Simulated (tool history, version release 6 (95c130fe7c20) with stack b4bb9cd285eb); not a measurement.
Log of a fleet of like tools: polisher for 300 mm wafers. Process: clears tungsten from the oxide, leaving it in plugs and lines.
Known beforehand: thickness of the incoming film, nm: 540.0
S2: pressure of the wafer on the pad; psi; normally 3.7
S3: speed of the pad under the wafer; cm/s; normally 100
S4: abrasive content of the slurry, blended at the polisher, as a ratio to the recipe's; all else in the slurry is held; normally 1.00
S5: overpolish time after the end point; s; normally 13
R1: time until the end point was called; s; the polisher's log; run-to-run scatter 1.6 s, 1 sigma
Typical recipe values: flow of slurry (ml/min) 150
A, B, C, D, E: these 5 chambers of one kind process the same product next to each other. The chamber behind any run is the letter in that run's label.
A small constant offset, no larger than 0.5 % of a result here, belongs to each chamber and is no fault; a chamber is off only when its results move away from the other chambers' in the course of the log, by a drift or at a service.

run 1E day=0.404 | flow_of_slurry_(ml/min)=150 S2=3.7 S3=100 S4=1.00 S5=13 | R1=115.27
-- day=0.633 chamber C: slurry blender recalibrated
run 2A day=0.862 | flow_of_slurry_(ml/min)=150 S2=3.7 S3=100 S4=1.00 S5=13 | R1=112.87
-- day=1.117 chamber D: slurry tank refilled with fresh slurry and peroxide
run 3B day=1.154 | flow_of_slurry_(ml/min)=150 S2=3.7 S3=100 S4=1.00 S5=13 | R1=112.92
-- day=1.583 chamber B: slurry blender recalibrated
-- day=1.608 chamber A: slurry tank refilled with fresh slurry and peroxide
run 4C day=1.688 | flow_of_slurry_(ml/min)=150 S2=3.7 S3=100 S4=1.00 S5=13 | R1=112.75
run 5D day=2.154 | flow_of_slurry_(ml/min)=150 S2=3.7 S3=100 S4=1.00 S5=13 | R1=117.71
run 6E day=2.650 | flow_of_slurry_(ml/min)=185 S2=3.7 S3=100 S4=0.70 S5=13 | R1=119.29
-- day=2.871 chamber C: slurry tank refilled with fresh slurry and peroxide
-- day=3.258 chamber A: slurry blender recalibrated
run 7D day=3.262 | flow_of_slurry_(ml/min)=185 S2=3.7 S3=100 S4=0.70 S5=13 | R1=116.82
-- day=3.404 chamber D: worn pad replaced by a new one
-- day=3.625 chamber A: worn pad replaced by a new one
run 8A day=3.838 | flow_of_slurry_(ml/min)=185 S2=3.7 S3=100 S4=0.70 S5=13 | R1=119.81
-- day=3.875 chamber B: slurry nozzle cleaned
-- day=3.929 chamber B: worn pad replaced by a new one
run 9B day=4.208 | flow_of_slurry_(ml/min)=185 S2=3.7 S3=100 S4=0.70 S5=13 | R1=117.36
run 10C day=4.750 | flow_of_slurry_(ml/min)=185 S2=3.7 S3=100 S4=0.70 S5=13 | R1=120.56
-- day=5.321 chamber E: worn pad replaced by a new one
run 11E day=5.367 | flow_of_slurry_(ml/min)=150 S2=3.7 S3=100 S4=1.00 S5=13 | R1=116.51
-- day=5.500 chamber D: slurry tank refilled with fresh slurry and peroxide
run 12C day=5.662 | flow_of_slurry_(ml/min)=150 S2=3.0 S3=100 S4=1.00 S5=17 | R1=141.12
-- day=6.146 chamber C: worn pad replaced by a new one
run 13D day=6.246 | flow_of_slurry_(ml/min)=150 S2=3.0 S3=100 S4=1.00 S5=17 | R1=139.20
-- day=6.588 chamber B: slurry tank refilled with fresh slurry and peroxide
-- day=6.654 chamber A: slurry tank refilled with fresh slurry and peroxide
run 14B day=6.700 | flow_of_slurry_(ml/min)=150 S2=3.0 S3=100 S4=1.00 S5=17 | R1=137.72
run 15A day=7.112 | flow_of_slurry_(ml/min)=150 S2=3.0 S3=100 S4=1.00 S5=17 | R1=139.31
-- day=7.338 chamber C: slurry tank refilled with fresh slurry and peroxide
run 16E day=7.458 | flow_of_slurry_(ml/min)=150 S2=3.0 S3=100 S4=1.00 S5=17 | R1=143.94
run 17C day=8.050 | flow_of_slurry_(ml/min)=150 S2=3.7 S3=100 S4=1.00 S5=13 | R1=114.95
run 18B day=8.396 | flow_of_slurry_(ml/min)=150 S2=3.7 S3=100 S4=0.90 S5=13 | R1=118.24
run 19A day=8.792 | flow_of_slurry_(ml/min)=150 S2=3.7 S3=100 S4=0.90 S5=13 | R1=116.27
-- day=8.929 chamber D: slurry tank refilled with fresh slurry and peroxide
run 20D day=9.162 | flow_of_slurry_(ml/min)=150 S2=3.7 S3=100 S4=0.90 S5=13 | R1=117.34
run 21C day=9.638 | flow_of_slurry_(ml/min)=150 S2=3.7 S3=100 S4=0.90 S5=13 | R1=120.11
-- day=9.762 chamber B: slurry blender recalibrated
-- day=9.812 chamber C: slurry nozzle cleaned
run 22A day=9.933 | flow_of_slurry_(ml/min)=150 S2=3.7 S3=100 S4=0.90 S5=13 | R1=117.94
-- day=9.967 chamber E: slurry blender recalibrated
run 23E day=10.554 | flow_of_slurry_(ml/min)=150 S2=3.7 S3=100 S4=1.00 S5=13 | R1=116.79
run 24D day=11.038 | flow_of_slurry_(ml/min)=150 S2=3.7 S3=100 S4=1.00 S5=13 | R1=114.26
-- day=11.125 chamber C: slurry tank refilled with fresh slurry and peroxide
-- day=11.162 chamber A: slurry nozzle cleaned
-- day=11.392 chamber D: slurry blender recalibrated
-- day=11.438 chamber E: slurry nozzle cleaned
run 25B day=11.571 | flow_of_slurry_(ml/min)=150 S2=3.7 S3=100 S4=1.00 S5=13 | R1=114.20
-- day=11.583 chamber C: slurry blender recalibrated
run 26E day=12.112 | flow_of_slurry_(ml/min)=150 S2=3.7 S3=100 S4=1.00 S5=13 | R1=117.61
-- day=12.158 chamber B: worn pad replaced by a new one
-- day=12.308 chamber A: slurry tank refilled with fresh slurry and peroxide
run 27D day=12.550 | flow_of_slurry_(ml/min)=150 S2=3.7 S3=100 S4=1.00 S5=13 | R1=115.94
-- day=12.879 chamber D: worn pad replaced by a new one
run 28A day=12.946 | flow_of_slurry_(ml/min)=150 S2=3.7 S3=100 S4=1.00 S5=13 | R1=114.47
-- day=13.225 chamber E: worn pad replaced by a new one
run 29B day=13.292 | flow_of_slurry_(ml/min)=150 S2=3.7 S3=100 S4=1.00 S5=13 | R1=114.51
-- day=13.550 chamber D: slurry tank refilled with fresh slurry and peroxide
run 30C day=13.717 | flow_of_slurry_(ml/min)=150 S2=3.7 S3=100 S4=1.00 S5=13 | R1=111.51
-- day=14.242 chamber C: worn pad replaced by a new one
run 31B day=14.346 | flow_of_slurry_(ml/min)=150 S2=3.7 S3=100 S4=1.00 S5=13 | R1=115.00
-- day=14.488 chamber B: slurry tank refilled with fresh slurry and peroxide
-- day=14.717 chamber A: worn pad replaced by a new one
run 32D day=14.896 | flow_of_slurry_(ml/min)=150 S2=3.7 S3=100 S4=1.00 S5=13 | R1=112.36
run 33A day=15.367 | flow_of_slurry_(ml/min)=150 S2=3.7 S3=100 S4=1.00 S5=13 | R1=113.09
-- day=15.600 chamber C: slurry tank refilled with fresh slurry and peroxide
run 34E day=15.962 | flow_of_slurry_(ml/min)=185 S2=3.7 S3=100 S4=0.75 S5=13 | R1=123.61
run 35C day=16.442 | flow_of_slurry_(ml/min)=185 S2=3.7 S3=100 S4=0.75 S5=13 | R1=116.85
run 36B day=17.067 | flow_of_slurry_(ml/min)=185 S2=3.7 S3=100 S4=0.75 S5=13 | R1=118.23
run 37C day=17.392 | flow_of_slurry_(ml/min)=185 S2=3.7 S3=100 S4=0.75 S5=13 | R1=117.87
run 38E day=17.850 | flow_of_slurry_(ml/min)=185 S2=3.7 S3=100 S4=0.75 S5=13 | R1=128.70

Is one chamber out of step, is the gauge drifting, or do the chambers differ by no more than their own small offsets? For an off chamber, give its letter and the likeliest cause.

One chamber, E, drifts off from the rest bit by bit.
Likeliest cause: peroxide lost from the slurry, % = 19.4.
With only this log, it may be confused with: head's pressure below its setpoint, %.

Below are 4 candidate recipes for chamber E's next run, each the usual settings with a change, their results shown as question marks. Which of them brings E's results back in line with what the other chambers give on the usual settings?
In line here means within this much of the mean the other chambers give on the usual settings: R1 5.60 s
run 39E-1 day=18.308 | flow_of_slurry_(ml/min)=150 S2=3.7 S3=100 S4=1.35 S5=13 | R1=?
run 39E-2 day=18.308 | flow_of_slurry_(ml/min)=150 S2=3.4 S3=100 S4=1.00 S5=13 | R1=?
run 39E-3 day=18.308 | flow_of_slurry_(ml/min)=150 S2=4.0 S3=108 S4=1.00 S5=13 | R1=?
run 39E-4 day=18.308 | flow_of_slurry_(ml/min)=150 S2=3.4 S3=92 S4=1.00 S5=13 | R1=?

Other chambers, usual settings, mean: R1 113.75 s
run=39E-1 R1=115.00
run=39E-2 R1=134.44
run=39E-3 R1=105.72
run=39E-4 R1=146.07
39E-1 is the one that brings the chamber's results back in line with the other chambers.

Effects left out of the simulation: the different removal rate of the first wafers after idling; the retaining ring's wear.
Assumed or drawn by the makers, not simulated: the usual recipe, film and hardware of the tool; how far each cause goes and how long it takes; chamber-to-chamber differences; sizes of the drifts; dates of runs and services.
